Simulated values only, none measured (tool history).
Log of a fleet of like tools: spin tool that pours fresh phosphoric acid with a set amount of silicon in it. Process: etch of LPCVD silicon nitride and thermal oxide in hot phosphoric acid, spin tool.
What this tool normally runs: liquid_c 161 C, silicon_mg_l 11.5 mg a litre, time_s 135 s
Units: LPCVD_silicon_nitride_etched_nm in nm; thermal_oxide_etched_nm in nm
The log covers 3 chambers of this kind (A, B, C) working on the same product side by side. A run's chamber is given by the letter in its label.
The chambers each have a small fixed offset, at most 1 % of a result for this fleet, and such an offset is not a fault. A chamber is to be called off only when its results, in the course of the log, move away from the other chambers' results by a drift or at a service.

| run | hour | liquid_c | silicon_mg_l | time_s | read-back film thickness of the LPCVD silicon nitride reference wafer, read on the same gauge (nm) | read-back film thickness of the thermal oxide reference wafer, read on the same gauge (nm) | LPCVD_silicon_nitride_etched_nm | thermal_oxide_etched_nm |
|---|---|---|---|---|---|---|---|---|
| 1C | 8.7 | 161 | 11.5 | 135 | 79.978 | 89.985 | 10.9760 | 0.31979 |
| 2A | 16.5 | 161 | 11.5 | 135 | 80.017 | 90.008 | 10.9100 | 0.31406 |
| 3B | 23.0 | 161 | 11.5 | 135 | 79.999 | 89.987 | 11.0020 | 0.29512 |
| 4B | 31.7 | 161 | 11.5 | 135 | 79.978 | 89.995 | 10.9180 | 0.27724 |
|  | 40.6 | chamber B: dissolved silicon flow meter replaced |
| 5A | 41.9 | 161 | 5.0 | 70 | 79.984 | 90.012 | 5.6117 | 0.19482 |
| 6C | 47.4 | 161 | 5.0 | 70 | 79.961 | 90.011 | 5.6768 | 0.17838 |
| 7B | 55.4 | 161 | 5.0 | 70 | 79.986 | 89.981 | 5.6435 | 0.19522 |
| 8A | 62.8 | 161 | 11.5 | 135 | 79.979 | 89.995 | 10.8330 | 0.27101 |
| 9C | 74.3 | 161 | 11.5 | 135 | 79.956 | 90.023 | 11.0100 | 0.34555 |
| 10C | 84.9 | 161 | 11.5 | 135 | 79.997 | 89.995 | 10.9380 | 0.34827 |
| 11A | 94.3 | 161 | 11.5 | 135 | 79.964 | 89.995 | 10.8980 | 0.28925 |
| 12B | 103.1 | 161 | 14.5 | 135 | 80.020 | 90.004 | 11.0030 | 0.30451 |
| 13A | 111.8 | 161 | 14.5 | 135 | 79.987 | 89.985 | 10.8220 | 0.30802 |
| 14C | 121.9 | 161 | 14.5 | 135 | 79.986 | 89.996 | 10.9180 | 0.25331 |
| 15B | 129.1 | 161 | 11.5 | 135 | 80.007 | 90.010 | 10.9410 | 0.32150 |
| 16A | 137.7 | 161 | 11.5 | 135 | 80.003 | 90.011 | 10.7910 | 0.34577 |
| 17C | 145.8 | 161 | 11.5 | 135 | 80.015 | 90.000 | 10.9620 | 0.30338 |
| 18B | 151.5 | 161 | 5.0 | 100 | 79.984 | 89.995 | 8.1535 | 0.30673 |
| 19A | 159.4 | 161 | 5.0 | 100 | 80.015 | 89.994 | 8.0372 | 0.28097 |
| 20C | 171.2 | 161 | 5.0 | 100 | 79.995 | 90.026 | 8.1713 | 0.25679 |
| 21B | 179.6 | 161 | 11.5 | 135 | 79.994 | 90.014 | 10.9610 | 0.36123 |
| 22C | 188.1 | 161 | 11.5 | 135 | 80.038 | 90.024 | 10.9860 | 0.35330 |
| 23A | 197.9 | 161 | 11.5 | 135 | 80.029 | 90.015 | 10.8590 | 0.31589 |
| 24B | 205.1 | 161 | 18.5 | 135 | 79.994 | 90.010 | 10.9630 | 0.27230 |
| 25B | 212.8 | 161 | 18.5 | 135 | 79.976 | 89.977 | 10.9590 | 0.27436 |
| 26A | 221.0 | 161 | 18.5 | 135 | 79.992 | 90.016 | 10.8600 | 0.27954 |
| 27C | 230.2 | 161 | 11.5 | 135 | 80.003 | 90.002 | 10.9460 | 0.35051 |
| 28A | 237.1 | 161 | 11.5 | 135 | 79.993 | 89.997 | 10.8660 | 0.30764 |
| 29C | 247.0 | 161 | 11.5 | 135 | 79.976 | 90.009 | 10.9940 | 0.31585 |
| 30B | 256.8 | 161 | 11.5 | 135 | 79.991 | 89.980 | 10.8980 | 0.32596 |
| 31B | 265.6 | 161 | 11.5 | 135 | 80.004 | 90.006 | 10.9720 | 0.32012 |
| 32C | 275.6 | 161 | 11.5 | 135 | 80.024 | 90.005 | 10.9620 | 0.34013 |
| 33A | 284.2 | 161 | 11.5 | 135 | 79.991 | 90.027 | 10.8260 | 0.36297 |

All 3 chambers run these settings next. Forecast each chamber's results:
| 34A | 292.7 | 161 | 11.5 | 135 |  |  | ? | ? |
| 34B | 292.7 | 161 | 11.5 | 135 |  |  | ? | ? |
| 34C | 292.7 | 161 | 11.5 | 135 |  |  | ? | ? |

| run | LPCVD_silicon_nitride_etched_nm | thermal_oxide_etched_nm |
|---|---|---|
| 34A | 10.8400 | 0.30278 |
| 34B | 10.9900 | 0.30326 |
| 34C | 10.9480 | 0.32873 |
